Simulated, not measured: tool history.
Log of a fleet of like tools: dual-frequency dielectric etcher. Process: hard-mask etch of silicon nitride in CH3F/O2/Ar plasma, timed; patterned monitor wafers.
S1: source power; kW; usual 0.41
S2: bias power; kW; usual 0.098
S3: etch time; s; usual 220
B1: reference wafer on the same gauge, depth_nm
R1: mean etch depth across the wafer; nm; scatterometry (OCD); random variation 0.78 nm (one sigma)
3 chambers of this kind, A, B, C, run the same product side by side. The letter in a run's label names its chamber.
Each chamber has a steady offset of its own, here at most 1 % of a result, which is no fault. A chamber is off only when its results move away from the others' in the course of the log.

run   hour    S1     S2     S3      B1      R1
 1C    6.4  0.41  0.098    220  203.19  172.84
 2A   12.7  0.41  0.098    220  203.06  172.13
 3B   20.4  0.41  0.098    220  202.81  173.71
 4B   30.8  0.41  0.098    220   202.9  173.74
 5C   41.6  0.41  0.098    220  203.09  172.13
 6A     50  0.41  0.098    220  203.04  171.91
 7B   60.8  0.41  0.098    220  202.94  172.95
 8A   69.6  0.41  0.098    220  202.97  171.05
 9C   77.9  0.41  0.098    220  202.94  172.15
10B   84.8  0.41  0.098    220  202.86   174.5
11C   92.3  0.41  0.098    220  202.84  172.49
12A   99.6  0.41  0.098    220  202.93  173.55
13C  109.1  0.41  0.098    220  203.19  173.15
14A  116.8  0.41  0.098    220  203.17  171.52
15B  127.6  0.41  0.098    220   203.1  173.44
16C  134.9  0.41  0.098    220  203.02  173.64
17A  142.7  0.41  0.098    220  202.88  172.27
18B  150.3  0.41  0.098    220  203.12  172.87
       152  -- chamber B: bias power generator calibrated
19B  159.6  0.33  0.098    220  202.82  159.23
     163.1  -- chamber C: wet clean of the chamber
20A  168.9  0.33  0.098    220  202.99  158.18
21C  174.9  0.33  0.098    220  202.89  155.01
22A  182.5  0.41  0.085  260.5  203.14   195.8
23C  193.2  0.41  0.085  260.5  203.03  187.82
24B  198.7  0.41  0.085  260.5  203.01  194.48
25A  203.8  0.41  0.098    220   202.8  171.67
26B  213.1  0.41  0.098    220  202.91   173.8
27C  218.8  0.41  0.098    220  202.75  169.21
28B  227.1  0.41  0.098    220  202.81  174.71
29A    234  0.41  0.098    220  203.14  171.94
30C  244.8  0.41  0.098    220  202.95  166.71
31C  254.7  0.41  0.077    220  202.93  153.64
32A  263.2  0.41  0.077    220  202.93  158.65
33B  268.3  0.41  0.077    220  203.07  159.46
34A  276.3  0.41  0.113    220  203.04  181.87
35C  284.4  0.41  0.113    220  203.13  174.65
36B  291.9  0.41  0.113    220  203.07  183.26

Next, every chamber runs the same settings. What will each give?
37A   300  0.41  0.098  220       ?
37B   300  0.41  0.098  220       ?
37C   300  0.41  0.098  220       ?

run      R1
37A  173.09
37B  173.61
37C  168.07

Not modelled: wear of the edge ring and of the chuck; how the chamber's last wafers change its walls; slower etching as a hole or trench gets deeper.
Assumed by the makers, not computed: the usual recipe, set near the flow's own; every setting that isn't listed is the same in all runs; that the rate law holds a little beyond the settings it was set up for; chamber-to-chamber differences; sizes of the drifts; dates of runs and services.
